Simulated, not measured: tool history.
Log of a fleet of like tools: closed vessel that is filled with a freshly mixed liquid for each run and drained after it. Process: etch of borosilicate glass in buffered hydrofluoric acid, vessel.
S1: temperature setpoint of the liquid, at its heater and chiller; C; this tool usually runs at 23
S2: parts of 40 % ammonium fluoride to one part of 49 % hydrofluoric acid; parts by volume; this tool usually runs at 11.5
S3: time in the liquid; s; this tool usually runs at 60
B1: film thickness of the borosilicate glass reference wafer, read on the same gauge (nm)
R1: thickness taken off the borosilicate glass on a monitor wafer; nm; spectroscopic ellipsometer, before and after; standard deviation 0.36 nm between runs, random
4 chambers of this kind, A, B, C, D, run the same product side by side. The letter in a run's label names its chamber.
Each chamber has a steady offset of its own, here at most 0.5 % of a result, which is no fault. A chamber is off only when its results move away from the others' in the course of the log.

{"run": "1A", "day": 0.612, "S1": 23, "S2": 11.5, "S3": 60, "B1": 89.967, "R1": 61.798}
{"day": 1.075, "done": "chamber D: thermometer replaced"}
{"run": "2B", "day": 1.096, "S1": 23, "S2": 11.5, "S3": 60, "B1": 89.984, "R1": 60.862}
{"run": "3C", "day": 1.621, "S1": 23, "S2": 11.5, "S3": 60, "B1": 90.03, "R1": 61.456}
{"run": "4D", "day": 1.938, "S1": 23, "S2": 11.5, "S3": 60, "B1": 90.04, "R1": 61.214}
{"run": "5B", "day": 2.292, "S1": 23, "S2": 11.5, "S3": 60, "B1": 90.018, "R1": 60.797}
{"run": "6C", "day": 2.754, "S1": 23, "S2": 11.5, "S3": 60, "B1": 90.015, "R1": 62.305}
{"run": "7D", "day": 3.262, "S1": 23, "S2": 11.5, "S3": 60, "B1": 90.006, "R1": 61.951}
{"run": "8A", "day": 3.825, "S1": 23, "S2": 11.5, "S3": 60, "B1": 89.967, "R1": 61.966}
{"run": "9A", "day": 4.442, "S1": 23, "S2": 11.5, "S3": 60, "B1": 90, "R1": 62.317}
{"run": "10C", "day": 5.104, "S1": 23, "S2": 11.5, "S3": 60, "B1": 90.007, "R1": 62.075}
{"run": "11D", "day": 5.562, "S1": 20.5, "S2": 11.5, "S3": 75, "B1": 89.998, "R1": 67.126}
{"run": "12B", "day": 6.217, "S1": 20.5, "S2": 11.5, "S3": 75, "B1": 89.988, "R1": 67.055}
{"run": "13C", "day": 6.775, "S1": 20.5, "S2": 11.5, "S3": 75, "B1": 90.002, "R1": 67.756}
{"run": "14D", "day": 7.225, "S1": 20.5, "S2": 11.5, "S3": 75, "B1": 90, "R1": 66.749}
{"run": "15B", "day": 7.675, "S1": 23, "S2": 11.5, "S3": 60, "B1": 90.029, "R1": 61.832}
{"day": 8.021, "done": "chamber D: hydrofluoric acid flow meter replaced"}
{"run": "16A", "day": 8.246, "S1": 23, "S2": 11.5, "S3": 60, "B1": 89.994, "R1": 61.919}
{"run": "17C", "day": 8.725, "S1": 23, "S2": 11.5, "S3": 60, "B1": 89.997, "R1": 62.363}
{"run": "18A", "day": 9.162, "S1": 23, "S2": 11.5, "S3": 60, "B1": 89.966, "R1": 61.704}
{"run": "19B", "day": 9.821, "S1": 23, "S2": 11.5, "S3": 60, "B1": 89.97, "R1": 61.618}
{"run": "20D", "day": 10.454, "S1": 23, "S2": 11.5, "S3": 60, "B1": 90.007, "R1": 62.05}
{"run": "21B", "day": 10.812, "S1": 23, "S2": 11.5, "S3": 60, "B1": 89.983, "R1": 61.593}
{"run": "22D", "day": 11.171, "S1": 23, "S2": 11.5, "S3": 60, "B1": 89.963, "R1": 61.703}
{"run": "23A", "day": 11.546, "S1": 23, "S2": 11.5, "S3": 60, "B1": 90.026, "R1": 61.9}
{"run": "24C", "day": 12.188, "S1": 23, "S2": 11.5, "S3": 60, "B1": 89.993, "R1": 61.641}
{"run": "25A", "day": 12.846, "S1": 23, "S2": 11.5, "S3": 60, "B1": 90.023, "R1": 61.927}
{"run": "26D", "day": 13.212, "S1": 23, "S2": 11.5, "S3": 60, "B1": 90.001, "R1": 61.622}
{"run": "27B", "day": 13.675, "S1": 23, "S2": 11.5, "S3": 60, "B1": 90.005, "R1": 61.351}
{"run": "28C", "day": 14.083, "S1": 23, "S2": 11.5, "S3": 60, "B1": 89.982, "R1": 62.568}
{"run": "29A", "day": 14.521, "S1": 23, "S2": 11.5, "S3": 60, "B1": 89.99, "R1": 61.75}
{"run": "30B", "day": 15.012, "S1": 23, "S2": 11.5, "S3": 60, "B1": 89.987, "R1": 61.389}
{"run": "31D", "day": 15.308, "S1": 23, "S2": 11.5, "S3": 60, "B1": 89.993, "R1": 61.223}
{"run": "32C", "day": 15.921, "S1": 23, "S2": 11.5, "S3": 60, "B1": 90.013, "R1": 61.523}
{"run": "33C", "day": 16.55, "S1": 23, "S2": 11.5, "S3": 60, "B1": 90.01, "R1": 62.164}
{"run": "34B", "day": 17.075, "S1": 23, "S2": 11.5, "S3": 60, "B1": 89.995, "R1": 62.002}
{"run": "35D", "day": 17.604, "S1": 23, "S2": 11.5, "S3": 60, "B1": 90.027, "R1": 61.505}
{"run": "36A", "day": 17.95, "S1": 23, "S2": 11.5, "S3": 60, "B1": 89.955, "R1": 61.753}

Is one chamber out of step, is the gauge drifting, or do the chambers differ by no more than their own small offsets? For an off chamber, give its letter and the likeliest cause.

Beyond each chamber's small constant offset nothing stands out, and the gauge stays steady.
